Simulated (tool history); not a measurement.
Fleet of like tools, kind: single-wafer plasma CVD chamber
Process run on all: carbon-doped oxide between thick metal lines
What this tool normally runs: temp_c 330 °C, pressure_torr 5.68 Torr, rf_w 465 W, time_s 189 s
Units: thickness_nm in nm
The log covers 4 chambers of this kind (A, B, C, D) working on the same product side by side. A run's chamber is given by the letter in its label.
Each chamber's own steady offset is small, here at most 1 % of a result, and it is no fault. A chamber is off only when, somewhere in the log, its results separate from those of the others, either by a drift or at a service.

| run | hour | temp_c | pressure_torr | rf_w | time_s | read-back reference wafer on the same gauge, thickness_nm | thickness_nm |
|---|---|---|---|---|---|---|---|
| 1B | 13.0 | 330 | 5.68 | 465 | 189 | 993.18 | 984.53 |
| 2A | 22.9 | 330 | 5.68 | 465 | 189 | 993.86 | 977.27 |
| 3C | 36.9 | 330 | 5.68 | 465 | 189 | 993.70 | 987.13 |
| 4D | 44.5 | 330 | 5.68 | 465 | 189 | 994.03 | 984.23 |
|  | 47.1 | chamber B: capacitance manometer re-zeroed and calibrated |
| 5C | 60.5 | 330 | 5.68 | 465 | 189 | 993.96 | 986.56 |
| 6A | 76.0 | 330 | 5.68 | 465 | 189 | 994.08 | 978.50 |
| 7D | 91.7 | 330 | 5.68 | 465 | 189 | 994.61 | 984.59 |
| 8B | 100.1 | 330 | 5.68 | 465 | 189 | 994.52 | 986.66 |
| 9B | 107.5 | 330 | 5.68 | 465 | 189 | 994.75 | 985.68 |
| 10C | 120.3 | 323 | 5.24 | 465 | 189 | 994.75 | 999.86 |
| 11A | 128.7 | 323 | 5.24 | 465 | 189 | 995.03 | 993.01 |
| 12D | 135.8 | 323 | 5.24 | 465 | 189 | 994.92 | 999.83 |
|  | 137.6 | chamber D: RF generator calibrated |
| 13B | 145.4 | 323 | 5.24 | 465 | 189 | 994.93 | 1001.10 |
| 14D | 158.2 | 330 | 5.68 | 465 | 189 | 995.65 | 985.89 |
| 15C | 170.8 | 330 | 5.68 | 465 | 189 | 995.58 | 988.76 |
| 16A | 182.9 | 330 | 5.68 | 465 | 189 | 996.02 | 979.14 |
| 17C | 195.5 | 330 | 5.68 | 465 | 204 | 996.02 | 1069.10 |
| 18A | 208.0 | 330 | 5.68 | 465 | 204 | 996.31 | 1059.50 |
| 19D | 215.8 | 330 | 5.68 | 465 | 204 | 996.05 | 1066.50 |
| 20B | 231.5 | 330 | 5.68 | 465 | 204 | 996.97 | 1067.70 |
| 21B | 244.2 | 330 | 5.68 | 465 | 189 | 997.08 | 989.17 |
|  | 245.2 | chamber A: capacitance manometer re-zeroed and calibrated |
| 22D | 257.6 | 330 | 5.68 | 465 | 189 | 997.37 | 987.10 |
| 23A | 268.8 | 330 | 5.68 | 465 | 189 | 997.17 | 979.13 |
| 24C | 284.2 | 330 | 5.68 | 465 | 189 | 997.62 | 989.20 |
| 25C | 300.2 | 330 | 5.68 | 465 | 189 | 997.92 | 990.98 |
| 26D | 311.8 | 330 | 5.68 | 465 | 189 | 997.89 | 988.44 |
| 27B | 321.1 | 330 | 6.35 | 465 | 189 | 998.01 | 1003.10 |
| 28A | 328.4 | 330 | 6.35 | 465 | 189 | 998.19 | 997.81 |

For the next run the whole fleet of 4 chambers uses the same settings. Give each chamber's results:
| 29A | 339.8 | 330 | 5.68 | 465 | 174 |  | ? |
| 29B | 339.8 | 330 | 5.68 | 465 | 174 |  | ? |
| 29C | 339.8 | 330 | 5.68 | 465 | 174 |  | ? |
| 29D | 339.8 | 330 | 5.68 | 465 | 174 |  | ? |

| run | thickness_nm |
|---|---|
| 29A | 903.22 |
| 29B | 912.61 |
| 29C | 911.56 |
| 29D | 911.72 |
